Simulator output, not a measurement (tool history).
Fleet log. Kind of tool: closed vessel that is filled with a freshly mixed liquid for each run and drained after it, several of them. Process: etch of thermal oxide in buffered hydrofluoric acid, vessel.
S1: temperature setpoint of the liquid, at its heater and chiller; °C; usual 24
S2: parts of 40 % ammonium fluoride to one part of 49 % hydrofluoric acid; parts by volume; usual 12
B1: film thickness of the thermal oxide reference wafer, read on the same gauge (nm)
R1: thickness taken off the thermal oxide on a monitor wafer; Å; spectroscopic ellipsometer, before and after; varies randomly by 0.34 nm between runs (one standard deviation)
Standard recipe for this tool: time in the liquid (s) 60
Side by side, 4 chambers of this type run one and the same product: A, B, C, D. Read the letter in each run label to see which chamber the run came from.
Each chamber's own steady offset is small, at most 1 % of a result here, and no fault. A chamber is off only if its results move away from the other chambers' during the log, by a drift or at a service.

run 1A day=0.217 | S1=24 S2=12 time_in_the_liquid_(s)=60 | B1=119.98 | R1=569.49
run 2D day=0.358 | S1=24 S2=12 time_in_the_liquid_(s)=60 | B1=119.98 | R1=565.67
run 3C day=0.492 | S1=24 S2=12 time_in_the_liquid_(s)=60 | B1=119.99 | R1=567.02
run 4B day=0.679 | S1=24 S2=12 time_in_the_liquid_(s)=60 | B1=120.01 | R1=569.86
run 5B day=0.9 | S1=25.5 S2=12 time_in_the_liquid_(s)=40 | B1=119.95 | R1=408.28
run 6C day=1.162 | S1=25.5 S2=12 time_in_the_liquid_(s)=40 | B1=120 | R1=410.99
run 7D day=1.388 | S1=25.5 S2=12 time_in_the_liquid_(s)=40 | B1=120 | R1=413.45
run 8A day=1.512 | S1=25.5 S2=12 time_in_the_liquid_(s)=40 | B1=119.98 | R1=406.66
run 9B day=1.679 | S1=24 S2=12 time_in_the_liquid_(s)=60 | B1=120.01 | R1=569.87
run 10A day=1.888 | S1=24 S2=12 time_in_the_liquid_(s)=60 | B1=120.01 | R1=559.91
run 11C day=2.104 | S1=24 S2=12 time_in_the_liquid_(s)=60 | B1=119.95 | R1=564.84
run 12D day=2.262 | S1=24 S2=12 time_in_the_liquid_(s)=60 | B1=120.02 | R1=567.54
run 13B day=2.408 | S1=24 S2=8.5 time_in_the_liquid_(s)=40 | B1=119.99 | R1=515.5
-- day=2.604 chamber B: hydrofluoric acid flow meter replaced
run 14D day=2.671 | S1=24 S2=8.5 time_in_the_liquid_(s)=40 | B1=120.04 | R1=516.06
run 15C day=2.9 | S1=24 S2=8.5 time_in_the_liquid_(s)=40 | B1=120 | R1=517.64
run 16A day=3.054 | S1=24 S2=8.5 time_in_the_liquid_(s)=40 | B1=120.03 | R1=515.08
run 17A day=3.229 | S1=22.5 S2=15.5 time_in_the_liquid_(s)=60 | B1=119.99 | R1=400.55
run 18B day=3.467 | S1=22.5 S2=15.5 time_in_the_liquid_(s)=60 | B1=120 | R1=405.53
run 19D day=3.658 | S1=22.5 S2=15.5 time_in_the_liquid_(s)=60 | B1=120.04 | R1=402.52
run 20C day=3.842 | S1=22.5 S2=15.5 time_in_the_liquid_(s)=60 | B1=119.99 | R1=403.39
run 21C day=4.062 | S1=24 S2=12 time_in_the_liquid_(s)=60 | B1=120 | R1=567.89
run 22B day=4.196 | S1=24 S2=12 time_in_the_liquid_(s)=60 | B1=119.97 | R1=565.55
run 23A day=4.433 | S1=24 S2=12 time_in_the_liquid_(s)=60 | B1=120.02 | R1=561.07
run 24D day=4.7 | S1=24 S2=12 time_in_the_liquid_(s)=60 | B1=120.02 | R1=567.49
run 25A day=4.838 | S1=24 S2=8 time_in_the_liquid_(s)=60 | B1=119.97 | R1=820.47
run 26B day=4.958 | S1=24 S2=8 time_in_the_liquid_(s)=60 | B1=119.96 | R1=821.84
run 27C day=5.092 | S1=24 S2=8 time_in_the_liquid_(s)=60 | B1=119.95 | R1=828.47
run 28D day=5.275 | S1=24 S2=8 time_in_the_liquid_(s)=60 | B1=119.99 | R1=830
run 29C day=5.467 | S1=24 S2=12 time_in_the_liquid_(s)=60 | B1=120.03 | R1=559.85
run 30D day=5.646 | S1=24 S2=12 time_in_the_liquid_(s)=60 | B1=119.99 | R1=560.65
run 31B day=5.767 | S1=24 S2=12 time_in_the_liquid_(s)=60 | B1=119.98 | R1=569.4
run 32A day=5.962 | S1=24 S2=12 time_in_the_liquid_(s)=60 | B1=120 | R1=570.73
run 33B day=6.175 | S1=24 S2=12 time_in_the_liquid_(s)=60 | B1=120 | R1=571.19
run 34D day=6.383 | S1=24 S2=12 time_in_the_liquid_(s)=60 | B1=119.99 | R1=564.47
run 35C day=6.621 | S1=24 S2=12 time_in_the_liquid_(s)=60 | B1=120 | R1=571.07
run 36A day=6.812 | S1=24 S2=14.5 time_in_the_liquid_(s)=60 | B1=119.99 | R1=470.34
run 37D day=6.967 | S1=24 S2=14.5 time_in_the_liquid_(s)=60 | B1=119.99 | R1=468.11
run 38C day=7.175 | S1=24 S2=14.5 time_in_the_liquid_(s)=60 | B1=120 | R1=467.8
run 39A day=7.392 | S1=24 S2=14.5 time_in_the_liquid_(s)=60 | B1=119.93 | R1=468.53
run 40B day=7.562 | S1=21.5 S2=12 time_in_the_liquid_(s)=85 | B1=120.02 | R1=704.54
run 41C day=7.708 | S1=21.5 S2=12 time_in_the_liquid_(s)=85 | B1=119.97 | R1=702.14
run 42A day=7.858 | S1=21.5 S2=12 time_in_the_liquid_(s)=85 | B1=120.01 | R1=702.27
run 43B day=8.104 | S1=21.5 S2=12 time_in_the_liquid_(s)=85 | B1=120.01 | R1=700.14

Does one chamber stand apart from the rest, does the shared gauge drift, or is all well apart from small per-chamber offsets? Give the chamber and the most likely cause, where there is one.

All chambers stay in line apart from their small fixed offsets, and the gauge does not drift.
